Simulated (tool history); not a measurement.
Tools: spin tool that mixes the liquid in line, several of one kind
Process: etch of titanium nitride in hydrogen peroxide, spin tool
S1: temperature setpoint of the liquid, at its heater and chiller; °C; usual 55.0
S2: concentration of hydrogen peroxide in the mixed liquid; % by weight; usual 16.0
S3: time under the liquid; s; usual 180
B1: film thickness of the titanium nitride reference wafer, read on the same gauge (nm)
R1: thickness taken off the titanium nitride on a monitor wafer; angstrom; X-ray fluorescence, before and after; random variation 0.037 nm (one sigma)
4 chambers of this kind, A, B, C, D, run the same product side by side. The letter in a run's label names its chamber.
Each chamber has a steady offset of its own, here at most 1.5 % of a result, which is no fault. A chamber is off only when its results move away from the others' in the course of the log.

run  hour    S1    S2   S3      B1       R1
 1A   4.3  55.0  16.0  180  129.99   66.700
 2D   7.9  55.0  16.0  180  130.01   65.775
 3C  10.1  55.0  16.0  180  130.03   66.880
 4B  13.8  55.0  16.0  180  129.99   64.815
 5D  18.5  55.0  16.0  180  130.01   66.252
     19.4  -- chamber C: new drum of peroxide connected
 6B  23.0  55.0  16.0  180  130.01   65.260
 7A  25.5  55.0  16.0  180  130.00   65.978
 8C  29.5  55.0  16.0  180  130.00   66.469
 9D  32.8  55.0  16.0  180  129.99   65.444
10A  36.2  55.0  16.0  180  129.98   66.060
11B  39.1  55.0  16.0  180  129.98   64.747
12C  42.2  55.0  20.0  180  130.00   68.558
13A  45.0  55.0  20.0  180  130.01   69.424
14B  49.6  55.0  20.0  180  130.01   68.637
15C  54.2  55.0  20.0  180  130.00   69.050
16D  57.5  55.0  18.5  180  130.00   66.806
17B  61.2  55.0  18.5  180  130.01   67.372
18C  65.5  55.0  18.5  180  129.99   68.674
19D  70.4  55.0  18.5  180  129.98   65.999
20A  73.0  55.0  16.0  225  130.03   82.851
21D  76.2  55.0  16.0  225  130.01   80.033
22A  80.3  55.0  16.0  225  130.03   82.350
23B  83.9  55.0  16.0  225  129.99   81.323
24C  88.2  55.0  16.0  180  130.01   66.871
     89.1  -- chamber A: thermometer replaced
25D  92.1  55.0  16.0  180  130.00   63.923
26C  95.8  55.0  16.0  180  129.99   66.090
27A  99.7  55.0  21.0  280  130.01  108.400

All 4 chambers run these settings next. Forecast each chamber's results:
28A  103.2  49.5  16.0  180       ?
28B  103.2  49.5  16.0  180       ?
28C  103.2  49.5  16.0  180       ?
28D  103.2  49.5  16.0  180       ?

run      R1
28A  45.009
28B  44.377
28C  45.049
28D  42.996
